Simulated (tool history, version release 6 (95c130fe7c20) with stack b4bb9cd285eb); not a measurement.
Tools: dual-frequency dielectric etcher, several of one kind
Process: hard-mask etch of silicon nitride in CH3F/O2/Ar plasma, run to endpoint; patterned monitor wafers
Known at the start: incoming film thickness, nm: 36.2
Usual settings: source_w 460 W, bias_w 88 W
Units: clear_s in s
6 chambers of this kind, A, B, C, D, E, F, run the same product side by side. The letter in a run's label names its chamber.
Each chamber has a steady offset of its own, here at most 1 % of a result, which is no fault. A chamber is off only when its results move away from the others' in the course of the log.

run	day	source_w	bias_w	clear_s
1D	0.404	460	88	46.596
# day 1.004: chamber D: wet clean of the chamber
2E	1.004	460	88	46.454
3C	1.296	460	88	46.207
4B	1.604	460	88	45.893
5F	1.962	460	88	46.659
6A	2.504	460	88	46.112
7E	3.021	460	88	46.358
# day 3.246: chamber B: source power generator calibrated
# day 3.254: chamber C: source power generator calibrated
8F	3.529	460	88	46.757
9B	4.062	460	88	46.143
10D	4.338	460	88	46.572
11A	4.95	460	88	46.395
12C	5.354	460	88	46.188
13C	5.967	460	88	46.348
14B	6.35	460	88	46.087
15F	6.779	460	88	46.776
16A	7.138	460	88	46.268
17D	7.454	460	88	46.305
18E	8.025	460	88	46.656
19C	8.388	460	88	46.222
20D	8.688	540	104	41.262
21F	8.967	540	104	41.031
22E	9.467	540	104	41.556
23B	10.029	540	104	41.081
# day 10.379: chamber A: wet clean of the chamber
24A	10.579	540	104	41.179
25B	11.054	540	104	40.847
26F	11.392	460	88	45.771
# day 11.604: chamber C: wet clean of the chamber
27A	11.988	460	88	46.626
28D	12.283	370	68	55.182
29E	12.754	370	68	55.234
30C	13.333	370	68	55.034
31A	13.721	370	68	54.983
32F	14.025	370	68	53.972
33E	14.6	370	68	55.331
34B	15.054	460	88	46.304
35D	15.333	460	88	46.134
36C	15.783	460	88	46.052
37A	16.183	460	88	46.282
38C	16.758	460	88	46.3

Is one chamber off against the others, does the gauge drift, or is nothing wrong? If a chamber is off, say which, and what the likeliest cause is.

Chamber F drifts away from the others.
Cause: etch rate over this chamber's usual, % = 4.81.

Here are 4 candidates for chamber F's next run, each the usual settings with a change, their results left as question marks. Which one brings its results back in line with what the others give on the usual settings?
In line means no further than this from the other chambers' mean on the usual settings: clear_s 0.66 s
39F-1	17.212	460	85	?
39F-2	17.212	460	78	?
39F-3	17.212	460	91	?
39F-4	17.212	490	92	?

The other chambers' mean on the usual settings: clear_s 46.38 s
run	clear_s
39F-1	45.154
39F-2	46.55
39F-3	44.06
39F-4	42.861
39F-2 brings the chamber back in line.

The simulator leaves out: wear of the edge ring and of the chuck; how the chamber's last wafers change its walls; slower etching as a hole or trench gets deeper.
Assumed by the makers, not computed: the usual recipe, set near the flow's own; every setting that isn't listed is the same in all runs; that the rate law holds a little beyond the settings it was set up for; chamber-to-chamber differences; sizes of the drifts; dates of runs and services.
